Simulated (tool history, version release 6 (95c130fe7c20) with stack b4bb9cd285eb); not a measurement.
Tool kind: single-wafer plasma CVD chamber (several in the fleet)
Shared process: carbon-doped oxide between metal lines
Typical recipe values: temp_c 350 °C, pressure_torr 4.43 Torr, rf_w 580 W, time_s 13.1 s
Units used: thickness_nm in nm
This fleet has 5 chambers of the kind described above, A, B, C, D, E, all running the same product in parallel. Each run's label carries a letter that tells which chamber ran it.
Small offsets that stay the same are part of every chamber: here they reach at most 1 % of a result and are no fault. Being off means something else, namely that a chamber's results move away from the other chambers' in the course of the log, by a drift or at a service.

| run | day | temp_c | pressure_torr | rf_w | time_s | hours since the last thermocouple change | hours since the last RF generator calibration | hours since the last manometer calibration | read-back reference wafer on the same gauge, thickness_nm | thickness_nm |
|---|---|---|---|---|---|---|---|---|---|---|
| 1C | 0.188 | 350 | 4.43 | 580 | 13.1 | 193.7 | 1433.3 | 1274.2 | 75.592 | 73.717 |
| 2A | 0.367 | 350 | 4.43 | 580 | 13.1 | 410.6 | 36.8 | 724.8 | 75.58 | 72.64 |
| 3B | 0.667 | 350 | 4.43 | 580 | 13.1 | 1355.7 | 766.3 | 413.9 | 75.628 | 73.101 |
| 4D | 0.842 | 350 | 4.43 | 580 | 13.1 | 464.2 | 713 | 310.1 | 75.591 | 72.755 |
| 5E | 1.129 | 350 | 4.43 | 580 | 13.1 | 306.3 | 860.2 | 301.8 | 75.575 | 73.198 |
| 6A | 1.412 | 350 | 4.43 | 580 | 13.1 | 435.7 | 61.9 | 749.9 | 75.646 | 72.758 |
| 7B | 1.608 | 350 | 4.43 | 580 | 13.1 | 1378.3 | 788.9 | 436.5 | 75.621 | 73.428 |
| 8C | 1.838 | 350 | 4.43 | 580 | 13.1 | 233.3 | 1472.9 | 1313.8 | 75.593 | 73.725 |
| 9E | 2.004 | 358 | 4.43 | 580 | 13.1 | 327.3 | 881.2 | 322.8 | 75.638 | 71.474 |
| 10D | 2.262 | 358 | 4.43 | 580 | 13.1 | 498.3 | 747.1 | 344.2 | 75.585 | 70.904 |
| 11B | 2.588 | 358 | 4.43 | 580 | 13.1 | 1401.8 | 812.4 | 460 | 75.671 | 71.996 |
| 12A | 2.925 | 358 | 4.43 | 580 | 13.1 | 472 | 98.2 | 786.2 | 75.57 | 71.064 |
| 13D | 3.104 | 358 | 4.43 | 580 | 13.1 | 518.5 | 767.3 | 364.4 | 75.585 | 70.64 |
| 14C | 3.254 | 350 | 4.43 | 580 | 13.1 | 267.3 | 1506.9 | 1347.8 | 75.568 | 73.691 |
| 15E | 3.467 | 358 | 4.81 | 580 | 13.1 | 362.4 | 916.3 | 357.9 | 75.624 | 72.202 |
| 16D | 3.671 | 358 | 4.81 | 580 | 13.1 | 532.1 | 780.9 | 378 | 75.607 | 71.929 |
| 17C | 3.979 | 358 | 4.81 | 580 | 13.1 | 284.7 | 1524.3 | 1365.2 | 75.575 | 72.696 |
| 18E | 4.142 | 358 | 4.81 | 580 | 13.1 | 378.6 | 932.5 | 374.1 | 75.618 | 72.189 |
| 19A | 4.392 | 358 | 4.81 | 580 | 13.1 | 507.2 | 133.4 | 821.4 | 75.56 | 71.778 |
| 20B | 4.596 | 350 | 4.43 | 580 | 13.1 | 1450 | 860.6 | 508.2 | 75.595 | 73.527 |
| 21B | 4.908 | 350 | 4.43 | 580 | 13.1 | 1457.5 | 868.1 | 515.7 | 75.548 | 73.382 |
| 22E | 5.238 | 350 | 4.43 | 680 | 13.1 | 404.9 | 958.8 | 400.4 | 75.586 | 80.334 |
| 23A | 5.396 | 350 | 4.43 | 680 | 13.1 | 531.3 | 157.5 | 845.5 | 75.62 | 79.807 |
| 24C | 5.654 | 350 | 4.43 | 680 | 13.1 | 324.9 | 1564.5 | 1405.4 | 75.624 | 80.851 |
| 25D | 5.9 | 350 | 4.43 | 680 | 13.1 | 585.6 | 834.4 | 431.5 | 75.614 | 80.047 |
|  | 6.017 | chamber B: thermocouple changed; heater temperature recalibrated |
| 26C | 6.171 | 350 | 4.43 | 680 | 13.1 | 337.3 | 1576.9 | 1417.8 | 75.628 | 80.905 |
| 27D | 6.346 | 350 | 4.43 | 580 | 13.1 | 596.3 | 845.1 | 442.2 | 75.612 | 72.629 |
| 28E | 6.496 | 350 | 4.43 | 580 | 13.1 | 435.1 | 989 | 430.6 | 75.61 | 73.358 |
| 29A | 6.712 | 350 | 4.43 | 580 | 13.1 | 562.9 | 189.1 | 877.1 | 75.589 | 72.761 |
|  | 6.871 | chamber B: RF generator calibrated |
| 30B | 7.021 | 350 | 4.43 | 580 | 13.1 | 24.1 | 3.6 | 566.4 | 75.618 | 73.315 |
| 31D | 7.288 | 350 | 4.43 | 580 | 13.1 | 618.9 | 867.7 | 464.8 | 75.649 | 72.171 |
| 32A | 7.604 | 350 | 4.43 | 580 | 13.1 | 584.3 | 210.5 | 898.5 | 75.57 | 72.311 |
| 33E | 7.758 | 350 | 4.43 | 580 | 13.1 | 465.4 | 1019.3 | 460.9 | 75.609 | 73.11 |

Decide between three cases: one chamber stands off from its peers, the gauge reading all wafers drifts, or nothing is wrong past each chamber's small offset. Where a chamber is off, say which and what most likely put it there.

Nothing is wrong: each chamber keeps only its own small, steady offset and the gauge holds still.
